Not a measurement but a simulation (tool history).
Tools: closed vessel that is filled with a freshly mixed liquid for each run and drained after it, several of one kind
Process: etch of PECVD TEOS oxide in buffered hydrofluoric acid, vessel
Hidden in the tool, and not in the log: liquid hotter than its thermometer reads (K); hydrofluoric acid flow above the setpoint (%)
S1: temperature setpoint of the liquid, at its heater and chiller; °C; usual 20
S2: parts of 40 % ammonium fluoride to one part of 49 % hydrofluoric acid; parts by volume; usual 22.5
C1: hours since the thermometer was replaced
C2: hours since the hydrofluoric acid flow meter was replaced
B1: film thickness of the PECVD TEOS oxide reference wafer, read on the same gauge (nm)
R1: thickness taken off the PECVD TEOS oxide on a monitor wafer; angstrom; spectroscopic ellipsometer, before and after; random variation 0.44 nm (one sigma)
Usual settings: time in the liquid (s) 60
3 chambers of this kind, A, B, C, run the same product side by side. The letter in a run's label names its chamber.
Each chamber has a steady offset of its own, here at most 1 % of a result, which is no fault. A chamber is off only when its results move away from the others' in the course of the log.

Run 1C, hour 9.2: usual settings; C1 373.9; C2 426.4; B1 79.996. Result: R1 776.84 angstrom.
Run 2A, hour 17.6: usual settings; C1 555.5; C2 475.2; B1 80.002. Result: R1 784.5 angstrom.
Run 3B, hour 24.5: usual settings; C1 290.1; C2 1146.7; B1 80.002. Result: R1 772.48 angstrom.
Run 4A, hour 32.1: usual settings; C1 570; C2 489.7; B1 80.017. Result: R1 793.04 angstrom.
Run 5B, hour 39.1: usual settings; C1 304.7; C2 1161.3; B1 79.992. Result: R1 772.1 angstrom.
Run 6C, hour 45.4: usual settings; C1 410.1; C2 462.6; B1 79.998. Result: R1 766.39 angstrom.
Run 7A, hour 56.1: usual settings; C1 594; C2 513.7; B1 80.016. Result: R1 780.4 angstrom.
At hour 56.2: chamber C: hydrofluoric acid flow meter replaced.
Run 8B, hour 64.4: usual settings; C1 330; C2 1186.6; B1 79.991. Result: R1 784.01 angstrom.
Run 9C, hour 74.7: usual settings; C1 439.4; C2 18.6; B1 80.006. Result: R1 781.31 angstrom.
Run 10B, hour 80.3: usual settings but S1 22.5 °C; C1 345.9; C2 1202.5; B1 80.035. Result: R1 891.43 angstrom.
Run 11C, hour 88.4: usual settings but S1 22.5 °C; C1 453.1; C2 32.3; B1 80.002. Result: R1 881.47 angstrom.
Run 12A, hour 97.1: usual settings but S1 22.5 °C; C1 635; C2 554.7; B1 80.004. Result: R1 898.32 angstrom.
Run 13C, hour 106.9: usual settings; C1 471.6; C2 50.8; B1 80.016. Result: R1 765.31 angstrom.
Run 14B, hour 114: usual settings; C1 379.6; C2 1236.2; B1 80.014. Result: R1 779.78 angstrom.
Run 15A, hour 122: usual settings; C1 659.9; C2 579.6; B1 79.99. Result: R1 786.62 angstrom.
Run 16A, hour 132.2: usual settings; C1 670.1; C2 589.8; B1 80.006. Result: R1 784.57 angstrom.
Run 17B, hour 138.5: usual settings; C1 404.1; C2 1260.7; B1 79.995. Result: R1 794.45 angstrom.
Run 18C, hour 148.9: usual settings; C1 513.6; C2 92.8; B1 80.007. Result: R1 774.17 angstrom.
Run 19A, hour 158.2: usual settings but S2 27 parts by volume; C1 696.1; C2 615.8; B1 80.015. Result: R1 685.73 angstrom.
Run 20C, hour 167.2: usual settings but S2 27 parts by volume; C1 531.9; C2 111.1; B1 79.991. Result: R1 682.33 angstrom.
Run 21B, hour 174.7: usual settings but S2 27 parts by volume; C1 440.3; C2 1296.9; B1 80.017. Result: R1 691.85 angstrom.
Run 22B, hour 185.3: usual settings; C1 450.9; C2 1307.5; B1 80.007. Result: R1 793.17 angstrom.
Run 23A, hour 190.4: usual settings; C1 728.3; C2 648; B1 79.997. Result: R1 773.69 angstrom.
Run 24C, hour 197.9: usual settings; C1 562.6; C2 141.8; B1 80.007. Result: R1 767.05 angstrom.
Run 25C, hour 206.4: usual settings; C1 571.1; C2 150.3; B1 80.004. Result: R1 771.31 angstrom.
At hour 207.1: chamber A: hydrofluoric acid flow meter replaced.
Run 26A, hour 216.1: usual settings; C1 754; C2 9; B1 79.997. Result: R1 784.94 angstrom.
Run 27B, hour 221.3: usual settings but S1 17 °C, S2 14.5 parts by volume; C1 486.9; C2 1343.5; B1 80.007. Result: R1 998.43 angstrom.
Run 28C, hour 230.3: usual settings but S1 17 °C, S2 14.5 parts by volume; C1 595; C2 174.2; B1 80.004. Result: R1 974 angstrom.
Run 29A, hour 241: usual settings but S1 17 °C, S2 14.5 parts by volume; C1 778.9; C2 33.9; B1 80.003. Result: R1 994.55 angstrom.
Run 30B, hour 246.2: usual settings but S1 17.5 °C; C1 511.8; C2 1368.4; B1 80.008. Result: R1 695.16 angstrom.
Run 31C, hour 255.1: usual settings but S1 17.5 °C; C1 619.8; C2 199; B1 79.977. Result: R1 673.38 angstrom.
Run 32B, hour 259.9: usual settings but S1 17.5 °C; C1 525.5; C2 1382.1; B1 79.978. Result: R1 690.72 angstrom.
Run 33A, hour 265.6: usual settings; C1 803.5; C2 58.5; B1 80.008. Result: R1 778.94 angstrom.
Run 34B, hour 272.2: usual settings; C1 537.8; C2 1394.4; B1 79.986. Result: R1 811.37 angstrom.
Run 35A, hour 277.9: usual settings; C1 815.8; C2 70.8; B1 80. Result: R1 790.35 angstrom.
Run 36C, hour 288.4: usual settings; C1 653.1; C2 232.3; B1 80.007. Result: R1 774.33 angstrom.
Run 37B, hour 295.6: usual settings but S2 27 parts by volume, time in the liquid (s) 30; C1 561.2; C2 1417.8; B1 79.997. Result: R1 354.93 angstrom.
Run 38C, hour 300.4: usual settings but S2 27 parts by volume, time in the liquid (s) 30; C1 665.1; C2 244.3; B1 80.001. Result: R1 339.14 angstrom.
Run 39A, hour 310.1: usual settings but S2 27 parts by volume, time in the liquid (s) 30; C1 848; C2 103; B1 79.997. Result: R1 343.55 angstrom.
Run 40C, hour 318.2: usual settings; C1 682.9; C2 262.1; B1 79.999. Result: R1 766.94 angstrom.
Run 41B, hour 323.7: usual settings; C1 589.3; C2 1445.9; B1 80.009. Result: R1 811.36 angstrom.
Run 42A, hour 333.6: usual settings; C1 871.5; C2 126.5; B1 79.994. Result: R1 779.5 angstrom.

All 3 chambers run these settings next. Forecast each chamber's results:
Run 43A, hour 341.3: usual settings. Result: R1 ?.
Run 43B, hour 341.3: usual settings. Result: R1 ?.
Run 43C, hour 341.3: usual settings. Result: R1 ?.

run      R1
43A  787.32
43B  814.25
43C  766.22
